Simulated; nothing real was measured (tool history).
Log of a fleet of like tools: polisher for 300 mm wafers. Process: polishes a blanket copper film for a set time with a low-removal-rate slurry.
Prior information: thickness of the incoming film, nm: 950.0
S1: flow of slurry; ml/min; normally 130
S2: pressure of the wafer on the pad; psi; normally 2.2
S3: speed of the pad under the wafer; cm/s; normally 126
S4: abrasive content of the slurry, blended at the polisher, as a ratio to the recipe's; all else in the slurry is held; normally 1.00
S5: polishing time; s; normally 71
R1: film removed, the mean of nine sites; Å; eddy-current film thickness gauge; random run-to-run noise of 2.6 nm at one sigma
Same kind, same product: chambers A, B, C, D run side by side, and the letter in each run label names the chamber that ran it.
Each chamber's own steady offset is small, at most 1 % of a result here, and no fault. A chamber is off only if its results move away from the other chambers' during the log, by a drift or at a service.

run,day,S1,S2,S3,S4,S5,R1
1C,0.146,130,2.2,126,1.00,71,2324.9
2D,0.354,130,2.2,126,1.00,71,2296.2
3B,0.575,130,2.2,126,1.00,71,2326.8
# day 0.738: chamber D: slurry blender recalibrated
4A,0.750,130,2.2,126,1.00,71,2307.2
# day 0.817: chamber D: worn pad replaced by a new one
5A,0.896,130,2.2,126,1.00,71,2271.7
6C,1.108,130,2.2,126,1.00,71,2316.5
# day 1.212: chamber A: worn pad replaced by a new one
7D,1.292,130,2.2,166,0.85,71,2907.7
8B,1.433,130,2.2,166,0.85,71,2932.7
# day 1.479: chamber B: slurry blender recalibrated
9B,1.571,130,2.2,166,0.85,71,2891.3
10C,1.683,130,2.2,166,0.85,71,2900.3
11A,1.800,130,2.2,96,1.00,50,1214.9
12D,1.912,130,2.2,96,1.00,50,1232.0
# day 2.050: chamber C: worn pad replaced by a new one
13A,2.067,130,2.2,96,1.00,50,1216.3
# day 2.071: chamber C: slurry nozzle cleaned
14B,2.183,130,2.2,96,1.00,50,1231.8
# day 2.254: chamber B: worn pad replaced by a new one
15C,2.317,130,2.2,126,1.00,71,2322.3
16D,2.454,130,2.2,126,1.00,71,2348.7
17B,2.612,110,2.2,126,1.00,71,2201.6
18D,2.746,110,2.2,126,1.00,71,2206.9
19A,2.904,110,2.2,126,1.00,71,2115.3
20C,3.050,110,2.2,126,1.00,71,2241.0
21D,3.225,130,2.2,126,1.00,71,2287.9
22C,3.350,130,2.2,126,1.00,71,2324.2
# day 3.438: chamber D: worn pad replaced by a new one
23B,3.567,150,2.2,126,1.00,53,1754.3
24A,3.733,150,2.2,126,1.00,53,1687.1
# day 3.875: chamber A: worn pad replaced by a new one
25C,3.938,150,2.2,126,1.00,53,1745.0
26B,4.083,150,2.2,126,1.00,53,1769.2
27A,4.258,130,2.2,126,1.00,71,2094.6
28D,4.404,130,2.2,126,1.00,71,2306.7
29D,4.588,130,2.2,94,1.00,71,1706.0
30B,4.746,130,2.2,94,1.00,71,1707.3
31A,4.954,130,2.2,94,1.00,71,1569.9
# day 5.042: chamber C: worn pad replaced by a new one
32C,5.167,130,2.2,94,1.00,71,1725.8

Is one chamber off against the others, does the gauge drift, or is nothing wrong? If a chamber is off, say which, and what the likeliest cause is.

It is chamber A that slowly wanders off from its peers.
Likeliest cause: slurry flow missing at the pad, % = 35.2.
Not necessarily distinguishable in this log from: head's pressure below its setpoint, %; abrasive missing from the slurry, %.

Which of the 4 candidates below, each the usual settings with something changed and its results left as question marks, puts chamber A back in line with what the other chambers give on the usual settings?
Maximum distance from the other chambers' mean on the usual settings for a result to count as in line: R1 89.0 Å
33A-1,5.333,130,2.1,122,1.00,68,?
33A-2,5.333,130,2.2,102,0.95,71,?
33A-3,5.333,130,2.3,126,1.00,75,?
33A-4,5.333,130,2.4,134,1.00,76,?

The other chambers' mean on the usual settings: R1 2297.7 Å
run,R1
33A-1,1832.1
33A-2,1661.3
33A-3,2285.5
33A-4,2568.8
33A-3 brings the chamber back in line.

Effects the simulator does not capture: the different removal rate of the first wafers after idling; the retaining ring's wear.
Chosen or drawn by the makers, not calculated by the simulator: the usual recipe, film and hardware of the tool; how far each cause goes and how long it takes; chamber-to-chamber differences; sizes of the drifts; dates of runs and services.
